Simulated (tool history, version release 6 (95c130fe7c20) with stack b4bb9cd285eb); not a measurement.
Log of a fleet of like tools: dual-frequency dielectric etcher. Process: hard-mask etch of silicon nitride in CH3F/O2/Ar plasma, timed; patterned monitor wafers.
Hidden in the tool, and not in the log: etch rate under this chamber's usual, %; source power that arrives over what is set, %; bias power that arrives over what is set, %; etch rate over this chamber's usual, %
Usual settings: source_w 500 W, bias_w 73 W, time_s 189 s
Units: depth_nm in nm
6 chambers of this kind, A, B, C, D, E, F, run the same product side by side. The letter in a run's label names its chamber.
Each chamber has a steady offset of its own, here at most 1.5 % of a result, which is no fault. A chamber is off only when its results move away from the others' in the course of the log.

run	hour	source_w	bias_w	time_s	hours since the last wet clean	hours since the last source power generator calibration	hours since the last bias power generator calibration	read-back reference wafer on the same gauge, depth_nm	depth_nm
1D	10.3	500	73	189	200.2	19.9	274.6	167.10	144.26
2C	23.3	500	73	189	366.0	200.2	1726.1	166.93	144.12
3F	36.9	500	73	189	157.1	420.4	174.8	167.01	145.20
4B	51.1	500	73	189	286.7	3435.8	279.7	167.08	143.87
5A	63.8	500	73	189	284.5	431.3	3842.4	166.99	143.32
6E	78.2	500	73	189	176.6	224.3	1563.8	167.09	146.73
7A	90.8	500	73	189	311.5	458.3	3869.4	167.03	142.51
8C	99.5	500	73	189	442.2	276.4	1802.3	167.26	144.44
# hour 107.4: chamber C: wet clean of the chamber
9E	108.0	500	73	189	206.4	254.1	1593.6	167.10	145.70
10B	121.5	500	73	189	357.1	3506.2	350.1	167.19	144.44
11D	136.3	500	73	229	326.2	145.9	400.6	166.82	175.62
12F	144.3	500	73	229	264.5	527.8	282.2	167.32	174.09
13C	159.5	500	73	229	52.1	336.4	1862.3	166.81	178.01
14E	170.8	500	73	229	269.2	316.9	1656.4	167.01	177.38
15F	179.9	500	73	229	300.1	563.4	317.8	166.92	174.61
16A	194.7	500	73	229	415.4	562.2	3973.3	166.81	174.15
# hour 203.0: chamber B: wet clean of the chamber
17D	206.1	500	73	189	396.0	215.7	470.4	167.03	143.60
18B	213.4	560	73	189	10.5	3598.1	442.0	166.94	151.55
19C	222.9	560	73	189	115.5	399.8	1925.7	167.10	152.84
20F	232.8	560	73	189	353.0	616.3	370.7	166.90	151.83
21B	246.7	560	73	189	43.8	3631.4	475.3	166.95	150.60
22D	261.1	560	73	189	451.0	270.7	525.4	167.11	150.40
23A	273.5	560	73	189	494.2	641.0	4052.1	167.15	148.66
24E	284.4	500	73	189	382.8	430.5	1770.0	166.95	145.61
25A	291.0	500	73	189	511.7	658.5	4069.6	166.91	143.19
26B	303.6	500	73	189	100.7	3688.3	532.2	167.03	143.31
27E	311.3	500	73	189	409.7	457.4	1796.9	166.96	146.84
# hour 316.9: chamber A: bias power generator calibrated
28D	319.0	500	73	238	508.9	328.6	583.3	167.04	181.83
29C	327.0	500	73	238	219.6	503.9	2029.8	167.04	182.61
30F	338.7	500	73	238	458.9	722.2	476.6	167.03	182.48
# hour 346.0: chamber C: bias power generator calibrated
31B	352.4	500	73	238	149.5	3737.1	581.0	167.09	180.53
# hour 357.6: chamber F: wet clean of the chamber
# hour 362.1: chamber D: wet clean of the chamber
32C	362.4	500	73	238	255.0	539.3	16.4	166.88	182.89
33F	374.7	500	73	238	17.2	758.2	512.6	166.86	182.35
# hour 378.8: chamber E: wet clean of the chamber
34E	385.3	500	73	189	6.5	531.4	1870.9	167.13	144.92
35A	398.9	500	73	220	619.6	766.4	82.1	167.11	166.12
36D	412.3	500	73	220	50.2	421.9	676.6	166.93	168.49
37C	422.6	500	73	220	315.2	599.5	76.6	166.93	169.75

What goes on in this fleet: one chamber off, a drifting gauge, or nothing beyond the chambers' own small offsets? Name the chamber and the cause, if any.

No chamber stands off beyond its own small offset, and the gauge holds steady.

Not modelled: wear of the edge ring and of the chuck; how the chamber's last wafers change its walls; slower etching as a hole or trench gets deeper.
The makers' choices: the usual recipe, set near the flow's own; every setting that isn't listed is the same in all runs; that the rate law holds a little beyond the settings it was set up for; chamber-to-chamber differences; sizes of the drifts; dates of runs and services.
